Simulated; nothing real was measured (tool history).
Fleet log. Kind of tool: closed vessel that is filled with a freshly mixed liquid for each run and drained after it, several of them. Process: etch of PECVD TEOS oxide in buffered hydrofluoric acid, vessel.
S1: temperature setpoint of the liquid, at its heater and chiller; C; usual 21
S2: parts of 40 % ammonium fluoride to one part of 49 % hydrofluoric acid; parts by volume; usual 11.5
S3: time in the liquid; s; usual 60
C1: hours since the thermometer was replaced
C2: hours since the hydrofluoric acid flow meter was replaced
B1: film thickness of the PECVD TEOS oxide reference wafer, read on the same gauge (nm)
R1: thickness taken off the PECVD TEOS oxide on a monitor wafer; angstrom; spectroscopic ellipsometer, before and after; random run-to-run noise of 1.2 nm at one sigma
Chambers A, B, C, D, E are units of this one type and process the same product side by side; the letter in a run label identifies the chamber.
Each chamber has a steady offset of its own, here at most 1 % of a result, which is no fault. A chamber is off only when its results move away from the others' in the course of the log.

run 1A hour=3.2 | S1=21 S2=11.5 S3=60 | C1=644.9 C2=424.1 | B1=150.02 | R1=1437.7
run 2D hour=6 | S1=21 S2=11.5 S3=60 | C1=2374.1 C2=359.6 | B1=150.01 | R1=1400.6
run 3B hour=9.7 | S1=21 S2=11.5 S3=60 | C1=1808.9 C2=785 | B1=150.02 | R1=1412.1
run 4E hour=14.8 | S1=21 S2=11.5 S3=60 | C1=256.8 C2=408.6 | B1=150.01 | R1=1413.5
run 5C hour=18.1 | S1=21 S2=11.5 S3=60 | C1=258 C2=114.7 | B1=150.01 | R1=1404.9
run 6E hour=22.3 | S1=21 S2=11.5 S3=60 | C1=264.3 C2=416.1 | B1=149.99 | R1=1410.3
run 7D hour=26.8 | S1=17.5 S2=8.5 S3=60 | C1=2394.9 C2=380.4 | B1=150.02 | R1=1487.4
run 8A hour=29.3 | S1=17.5 S2=8.5 S3=60 | C1=671 C2=450.2 | B1=149.99 | R1=1522.5
run 9C hour=32.3 | S1=17.5 S2=8.5 S3=60 | C1=272.2 C2=128.9 | B1=150 | R1=1509
run 10B hour=35.8 | S1=17.5 S2=8.5 S3=60 | C1=1835 C2=811.1 | B1=150.05 | R1=1521.7
run 11D hour=38.5 | S1=17.5 S2=8.5 S3=60 | C1=2406.6 C2=392.1 | B1=149.99 | R1=1479.4
run 12C hour=43.4 | S1=21 S2=11.5 S3=60 | C1=283.3 C2=140 | B1=149.99 | R1=1397.2
run 13B hour=46 | S1=21 S2=11.5 S3=60 | C1=1845.2 C2=821.3 | B1=150.01 | R1=1395.4
run 14A hour=51.1 | S1=21 S2=11.5 S3=60 | C1=692.8 C2=472 | B1=150.01 | R1=1417.4
run 15E hour=55.1 | S1=21 S2=11.5 S3=60 | C1=297.1 C2=448.9 | B1=150.05 | R1=1404.5
run 16E hour=59.3 | S1=21 S2=11.5 S3=60 | C1=301.3 C2=453.1 | B1=150 | R1=1416.4
run 17C hour=62.9 | S1=21 S2=11.5 S3=60 | C1=302.8 C2=159.5 | B1=150.01 | R1=1411.6
run 18B hour=66.5 | S1=21 S2=14 S3=60 | C1=1865.7 C2=841.8 | B1=150 | R1=1179.9
run 19D hour=69.7 | S1=21 S2=14 S3=60 | C1=2437.8 C2=423.3 | B1=150.02 | R1=1139.8
run 20A hour=74.4 | S1=21 S2=14 S3=60 | C1=716.1 C2=495.3 | B1=150 | R1=1169.4
run 21D hour=79 | S1=21 S2=14 S3=60 | C1=2447.1 C2=432.6 | B1=149.99 | R1=1155.2
run 22E hour=82.1 | S1=21 S2=14 S3=60 | C1=324.1 C2=475.9 | B1=149.99 | R1=1170.7
run 23C hour=85.5 | S1=21 S2=11.5 S3=60 | C1=325.4 C2=182.1 | B1=149.99 | R1=1417.3
run 24B hour=89.8 | S1=21 S2=11.5 S3=60 | C1=1889 C2=865.1 | B1=150.03 | R1=1411
run 25A hour=94.2 | S1=21 S2=11.5 S3=60 | C1=735.9 C2=515.1 | B1=149.98 | R1=1418.7
run 26E hour=99.1 | S1=21 S2=11.5 S3=60 | C1=341.1 C2=492.9 | B1=150.01 | R1=1389.3
run 27A hour=102.7 | S1=21 S2=11.5 S3=60 | C1=744.4 C2=523.6 | B1=149.99 | R1=1410.4
run 28D hour=107.3 | S1=21 S2=11.5 S3=60 | C1=2475.4 C2=460.9 | B1=149.98 | R1=1379.2
run 29B hour=112.5 | S1=21 S2=11.5 S3=60 | C1=1911.7 C2=887.8 | B1=150 | R1=1417.5
run 30C hour=115.3 | S1=21 S2=11.5 S3=60 | C1=355.2 C2=211.9 | B1=150.01 | R1=1425.9
run 31D hour=120.1 | S1=21 S2=11.5 S3=60 | C1=2488.2 C2=473.7 | B1=150 | R1=1394.8
run 32E hour=122.6 | S1=21 S2=8 S3=60 | C1=364.6 C2=516.4 | B1=150.02 | R1=1941.5
run 33A hour=126.9 | S1=21 S2=8 S3=60 | C1=768.6 C2=547.8 | B1=150 | R1=1998.2
run 34C hour=131 | S1=21 S2=8 S3=60 | C1=370.9 C2=227.6 | B1=150 | R1=1998
run 35B hour=134.4 | S1=21 S2=8 S3=60 | C1=1933.6 C2=909.7 | B1=149.98 | R1=1988.7
run 36E hour=138.1 | S1=21 S2=8 S3=60 | C1=380.1 C2=531.9 | B1=149.97 | R1=1948.2
run 37C hour=141.3 | S1=21 S2=11.5 S3=60 | C1=381.2 C2=237.9 | B1=149.99 | R1=1416.9
run 38D hour=145.7 | S1=21 S2=11.5 S3=60 | C1=2513.8 C2=499.3 | B1=149.98 | R1=1404.6
run 39B hour=149.3 | S1=21 S2=11.5 S3=60 | C1=1948.5 C2=924.6 | B1=150.01 | R1=1402.7
run 40A hour=152 | S1=21 S2=11.5 S3=60 | C1=793.7 C2=572.9 | B1=149.98 | R1=1420.8
run 41D hour=156.8 | S1=21 S2=11.5 S3=60 | C1=2524.9 C2=510.4 | B1=149.96 | R1=1392.8

All chambers now run identical settings, listed one chamber a line with results as question marks. What results will each chamber show?
run 42A hour=160.7 | S1=25 S2=11.5 S3=60 | R1=?
run 42B hour=160.7 | S1=25 S2=11.5 S3=60 | R1=?
run 42C hour=160.7 | S1=25 S2=11.5 S3=60 | R1=?
run 42D hour=160.7 | S1=25 S2=11.5 S3=60 | R1=?
run 42E hour=160.7 | S1=25 S2=11.5 S3=60 | R1=?

run=42A R1=1751.1
run=42B R1=1766.7
run=42C R1=1746
run=42D R1=1743.3
run=42E R1=1766
